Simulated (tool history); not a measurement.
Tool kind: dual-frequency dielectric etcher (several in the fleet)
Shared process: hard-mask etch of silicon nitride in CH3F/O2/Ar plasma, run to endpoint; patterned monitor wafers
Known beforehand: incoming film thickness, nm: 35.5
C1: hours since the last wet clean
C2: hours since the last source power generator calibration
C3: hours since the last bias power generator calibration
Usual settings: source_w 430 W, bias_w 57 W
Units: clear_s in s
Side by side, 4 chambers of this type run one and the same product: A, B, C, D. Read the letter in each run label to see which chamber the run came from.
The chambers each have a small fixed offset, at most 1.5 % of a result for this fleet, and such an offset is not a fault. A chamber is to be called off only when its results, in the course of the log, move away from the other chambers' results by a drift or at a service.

Run 1C, hour 4.2: usual settings; C1 214.1; C2 1503.4; C3 1150. Result: clear_s 54.386 s.
Run 2B, hour 9.2: usual settings; C1 111.5; C2 3719; C3 1266.2. Result: clear_s 54.414 s.
Run 3D, hour 15.1: usual settings; C1 158.6; C2 368.3; C3 1321.9. Result: clear_s 54.064 s.
Run 4A, hour 18.7: usual settings; C1 311.9; C2 1371.7; C3 2674.8. Result: clear_s 54.494 s.
Run 5B, hour 23.1: usual settings; C1 125.4; C2 3732.9; C3 1280.1. Result: clear_s 53.947 s.
Run 6A, hour 26.1: usual settings; C1 319.3; C2 1379.1; C3 2682.2. Result: clear_s 54.767 s.
Run 7D, hour 30.2: usual settings; C1 173.7; C2 383.4; C3 1337. Result: clear_s 54.087 s.
Run 8C, hour 36.1: usual settings; C1 246; C2 1535.3; C3 1181.9. Result: clear_s 54.435 s.
Run 9A, hour 41.1: usual settings; C1 334.3; C2 1394.1; C3 2697.2. Result: clear_s 54.555 s.
Run 10D, hour 44.9: usual settings; C1 188.4; C2 398.1; C3 1351.7. Result: clear_s 54.134 s.
Run 11B, hour 49.9: usual settings; C1 152.2; C2 3759.7; C3 1306.9. Result: clear_s 54.32 s.
Run 12C, hour 54.9: usual settings but source_w 340 W, bias_w 47 W; C1 264.8; C2 1554.1; C3 1200.7. Result: clear_s 63.334 s.
Run 13D, hour 59.9: usual settings but source_w 340 W, bias_w 47 W; C1 203.4; C2 413.1; C3 1366.7. Result: clear_s 63.269 s.
Run 14B, hour 63.5: usual settings but source_w 340 W, bias_w 47 W; C1 165.8; C2 3773.3; C3 1320.5. Result: clear_s 63.144 s.
Run 15A, hour 68.1: usual settings but source_w 340 W, bias_w 47 W; C1 361.3; C2 1421.1; C3 2724.2. Result: clear_s 63.148 s.
Run 16C, hour 71.5: usual settings; C1 281.4; C2 1570.7; C3 1217.3. Result: clear_s 54.444 s.
Run 17D, hour 75.4: usual settings but source_w 330 W, bias_w 62 W; C1 218.9; C2 428.6; C3 1382.2. Result: clear_s 58.338 s.
Run 18C, hour 81.2: usual settings but source_w 330 W, bias_w 62 W; C1 291.1; C2 1580.4; C3 1227. Result: clear_s 58.641 s.
Run 19B, hour 86.2: usual settings but source_w 330 W, bias_w 62 W; C1 188.5; C2 3796; C3 1343.2. Result: clear_s 58.498 s.
Run 20A, hour 89.6: usual settings but source_w 330 W, bias_w 62 W; C1 382.8; C2 1442.6; C3 2745.7. Result: clear_s 59.013 s.
Run 21A, hour 93.7: usual settings; C1 386.9; C2 1446.7; C3 2749.8. Result: clear_s 54.112 s.
Run 22B, hour 97.6: usual settings; C1 199.9; C2 3807.4; C3 1354.6. Result: clear_s 54.056 s.
At hour 98.9: chamber A: wet clean of the chamber.
Run 23D, hour 102.6: usual settings; C1 246.1; C2 455.8; C3 1409.4. Result: clear_s 53.992 s.
Run 24C, hour 107.3: usual settings; C1 317.2; C2 1606.5; C3 1253.1. Result: clear_s 54.286 s.
Run 25C, hour 111.2: usual settings; C1 321.1; C2 1610.4; C3 1257. Result: clear_s 54.454 s.
Run 26D, hour 115.5: usual settings; C1 259; C2 468.7; C3 1422.3. Result: clear_s 53.819 s.
Run 27B, hour 119.2: usual settings; C1 221.5; C2 3829; C3 1376.2. Result: clear_s 54.047 s.
Run 28A, hour 123.3: usual settings but source_w 380 W, bias_w 66 W; C1 24.5; C2 1476.3; C3 2779.4. Result: clear_s 57.109 s.
Run 29D, hour 127.3: usual settings but source_w 380 W, bias_w 66 W; C1 270.8; C2 480.5; C3 1434.1. Result: clear_s 53.858 s.
Run 30B, hour 132.1: usual settings but source_w 380 W, bias_w 66 W; C1 234.4; C2 3841.9; C3 1389.1. Result: clear_s 54.186 s.
Run 31C, hour 135.5: usual settings but source_w 380 W, bias_w 66 W; C1 345.4; C2 1634.7; C3 1281.3. Result: clear_s 54.161 s.
At hour 136.3: chamber B: source power generator calibrated.
Run 32A, hour 139.6: usual settings but bias_w 69 W; C1 40.8; C2 1492.6; C3 2795.7. Result: clear_s 53.373 s.
Run 33B, hour 144: usual settings but bias_w 69 W; C1 246.3; C2 7.7; C3 1401. Result: clear_s 50.821 s.
Run 34A, hour 148.7: usual settings but bias_w 69 W; C1 49.9; C2 1501.7; C3 2804.8. Result: clear_s 53.433 s.
Run 35D, hour 152.8: usual settings but bias_w 69 W; C1 296.3; C2 506; C3 1459.6. Result: clear_s 50.852 s.
Run 36C, hour 155.9: usual settings but source_w 500 W, bias_w 65 W; C1 365.8; C2 1655.1; C3 1301.7. Result: clear_s 49.459 s.
Run 37D, hour 159.2: usual settings but source_w 500 W, bias_w 65 W; C1 302.7; C2 512.4; C3 1466. Result: clear_s 48.854 s.
Run 38B, hour 165: usual settings but source_w 500 W, bias_w 65 W; C1 267.3; C2 28.7; C3 1422. Result: clear_s 49.251 s.
Run 39C, hour 167.8: usual settings but source_w 500 W, bias_w 65 W; C1 377.7; C2 1667; C3 1313.6. Result: clear_s 48.933 s.

For the next run the whole fleet of 4 chambers uses the same settings. Give each chamber's results:
Run 40A, hour 172.1: usual settings. Result: clear_s ?.
Run 40B, hour 172.1: usual settings. Result: clear_s ?.
Run 40C, hour 172.1: usual settings. Result: clear_s ?.
Run 40D, hour 172.1: usual settings. Result: clear_s ?.

run  clear_s
40A    57.24
40B   54.035
40C   54.593
40D   54.019

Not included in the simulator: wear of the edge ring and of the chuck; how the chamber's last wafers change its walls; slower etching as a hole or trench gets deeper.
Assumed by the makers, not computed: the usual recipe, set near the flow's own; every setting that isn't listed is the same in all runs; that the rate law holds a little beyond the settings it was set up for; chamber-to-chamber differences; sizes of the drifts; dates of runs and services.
